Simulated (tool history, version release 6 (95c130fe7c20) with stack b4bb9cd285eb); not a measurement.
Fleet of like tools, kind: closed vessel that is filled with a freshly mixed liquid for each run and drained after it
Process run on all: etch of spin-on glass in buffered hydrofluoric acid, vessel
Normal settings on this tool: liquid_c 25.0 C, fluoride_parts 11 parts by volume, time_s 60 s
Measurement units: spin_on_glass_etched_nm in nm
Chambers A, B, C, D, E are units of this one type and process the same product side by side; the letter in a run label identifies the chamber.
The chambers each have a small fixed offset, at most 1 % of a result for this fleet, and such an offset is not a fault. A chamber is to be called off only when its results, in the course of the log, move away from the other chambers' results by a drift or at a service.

run  hour  liquid_c  fluoride_parts  time_s  read-back film thickness of the spin-on glass reference wafer, read on the same gauge (nm)  spin_on_glass_etched_nm
 1E   2.5      25.0              11      60                                                                                      109.99                   223.45
 2C   5.2      25.0              11      60                                                                                      110.02                   223.75
 3A   7.9      25.0              11      60                                                                                      110.01                   226.85
 4B  10.7      25.0              11      60                                                                                      109.99                   225.03
 5D  13.7      25.0              11      60                                                                                      110.00                   223.87
 6B  17.9      25.0              11      60                                                                                      110.01                   222.62
 7A  20.3      25.0              11      60                                                                                      110.00                   222.77
 8E  23.4      25.0              11      60                                                                                      109.99                   222.21
 9C  26.3      25.0              11      60                                                                                      110.04                   227.75
10D  30.1      20.5              11      70                                                                                      109.96                   200.96
11B  33.5      20.5              11      70                                                                                      109.98                   203.06
12C  35.7      20.5              11      70                                                                                      109.99                   206.12
13D  39.0      20.5              11      70                                                                                      109.98                   200.70
14A  41.8      20.5              11      70                                                                                      110.00                   205.10
15E  44.9      25.0              11      60                                                                                      110.00                   224.38
16D  48.8      28.0              11      60                                                                                      110.02                   261.20
17C  50.8      28.0              11      60                                                                                      110.04                   268.59
18A  53.9      28.0              11      60                                                                                      109.99                   261.64
19E  55.9      28.0              11      60                                                                                      110.00                   260.61
20B  58.4      28.0              11      60                                                                                      110.00                   263.36
21B  61.9      25.0              11      60                                                                                      110.00                   225.13
22E  65.2      25.0              11      60                                                                                      109.99                   221.42
23C  68.3      25.0              11      60                                                                                      110.00                   231.18
24A  70.6      25.0              11      75                                                                                      109.99                   278.31
25D  73.4      25.0              11      75                                                                                      109.97                   277.00
26D  75.5      25.0              11      75                                                                                      110.04                   282.32
27E  79.6      25.0              11      75                                                                                      110.01                   279.61
28A  83.6      25.0              11      75                                                                                      110.03                   276.54
29B  86.7      25.0              11      60                                                                                      110.01                   224.52
30C  88.6      27.0              11      60                                                                                      109.99                   260.42

Is one chamber out of step, is the gauge drifting, or do the chambers differ by no more than their own small offsets? For an off chamber, give its letter and the likeliest cause.

Chamber C drifts away from the others.
Most likely cause: hydrofluoric acid flow above the setpoint (%) = 5.27.
The log may not tell that from: liquid hotter than its thermometer reads (K).

Below are 4 candidate recipes for chamber C's next run, each the usual settings with a change, their results shown as question marks. Which of them brings C's results back in line with what the other chambers give on the usual settings?
A result is in line if it is within this distance of the other chambers' mean on the usual settings: spin_on_glass_etched_nm 5.80 nm
31C-1  91.6      27.0            11.0      60                                                                                                                    ?
31C-2  91.6      25.0            11.5      60                                                                                                                    ?
31C-3  91.6      26.0            11.0      60                                                                                                                    ?
31C-4  91.6      23.0            11.0      60                                                                                                                    ?

Usual-settings mean across the other chambers: spin_on_glass_etched_nm 222.79 nm
  run  spin_on_glass_etched_nm
31C-1                   262.55
31C-2                   225.96
31C-3                   248.84
31C-4                   211.53
The answer is 31C-2, which returns the chamber to within the allowed miss of the others.
